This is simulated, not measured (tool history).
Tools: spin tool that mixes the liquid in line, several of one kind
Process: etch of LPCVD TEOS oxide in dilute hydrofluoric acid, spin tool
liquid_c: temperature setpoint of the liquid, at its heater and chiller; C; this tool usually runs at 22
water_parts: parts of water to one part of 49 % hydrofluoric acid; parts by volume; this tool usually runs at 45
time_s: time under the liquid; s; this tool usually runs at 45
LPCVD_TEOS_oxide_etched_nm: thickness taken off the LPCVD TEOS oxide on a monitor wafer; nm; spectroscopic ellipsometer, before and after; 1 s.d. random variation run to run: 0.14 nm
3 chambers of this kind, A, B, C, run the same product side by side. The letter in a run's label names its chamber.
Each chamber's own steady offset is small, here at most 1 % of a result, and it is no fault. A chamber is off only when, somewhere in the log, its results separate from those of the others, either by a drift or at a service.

| run | hour | liquid_c | water_parts | time_s | hours since the thermometer was replaced | hours since the hydrofluoric acid flow meter was replaced | read-back film thickness of the LPCVD TEOS oxide reference wafer, read on the same gauge (nm) | LPCVD_TEOS_oxide_etched_nm |
|---|---|---|---|---|---|---|---|---|
| 1C | 2.9 | 22 | 45 | 45 | 151.3 | 243.7 | 80.002 | 17.899 |
| 2B | 7 | 22 | 45 | 45 | 214 | 1037 | 80.004 | 18.252 |
| 3A | 10.5 | 22 | 45 | 45 | 1858.8 | 672.9 | 79.981 | 18.238 |
| 4A | 12.5 | 22 | 45 | 45 | 1860.8 | 674.9 | 79.998 | 18.399 |
| 5B | 16.4 | 22 | 45 | 45 | 223.4 | 1046.4 | 80.016 | 18.058 |
| 6C | 20.6 | 22 | 45 | 45 | 169 | 261.4 | 79.988 | 18.152 |
| 7C | 23.6 | 22 | 45 | 45 | 172 | 264.4 | 79.991 | 17.969 |
| 8A | 27 | 22 | 45 | 45 | 1875.3 | 689.4 | 79.987 | 18.374 |
| 9B | 31.1 | 22 | 45 | 45 | 238.1 | 1061.1 | 79.994 | 18.126 |
| 10C | 34.6 | 22 | 45 | 45 | 183 | 275.4 | 79.992 | 18.124 |
| 11B | 38.9 | 22 | 40 | 45 | 245.9 | 1068.9 | 79.992 | 20.536 |
| 12A | 42.9 | 22 | 40 | 45 | 1891.2 | 705.3 | 79.994 | 20.742 |
| 13B | 44.9 | 22 | 40 | 45 | 251.9 | 1074.9 | 80.017 | 20.699 |
| 14A | 48.3 | 22 | 45 | 45 | 1896.6 | 710.7 | 79.989 | 18.378 |
| 15C | 50.4 | 20.5 | 45 | 45 | 198.8 | 291.2 | 79.999 | 17.172 |
| 16B | 53.1 | 20.5 | 45 | 45 | 260.1 | 1083.1 | 80.015 | 16.816 |
| 17A | 57.3 | 20.5 | 45 | 45 | 1905.6 | 719.7 | 79.999 | 17.046 |
| 18C | 59.5 | 22 | 45 | 45 | 207.9 | 300.3 | 80.03 | 18.218 |
| 19B | 62.3 | 22 | 45 | 45 | 269.3 | 1092.3 | 79.994 | 18.125 |
| 20C | 65.7 | 22 | 45 | 45 | 214.1 | 306.5 | 79.993 | 18.314 |
| 21A | 68.2 | 22 | 45 | 45 | 1916.5 | 730.6 | 80.001 | 18.451 |
| 22A | 70.9 | 22 | 45 | 45 | 1919.2 | 733.3 | 79.988 | 18.446 |
| 23C | 72.7 | 22 | 45 | 45 | 221.1 | 313.5 | 79.993 | 18.28 |
| 24B | 76.2 | 22 | 45 | 45 | 283.2 | 1106.2 | 79.987 | 18.236 |

Decide between three cases: one chamber stands off from its peers, the gauge reading all wafers drifts, or nothing is wrong past each chamber's small offset. Where a chamber is off, say which and what most likely put it there.

Neither any chamber nor the gauge drifts; the chambers differ only by their own small, steady offsets.
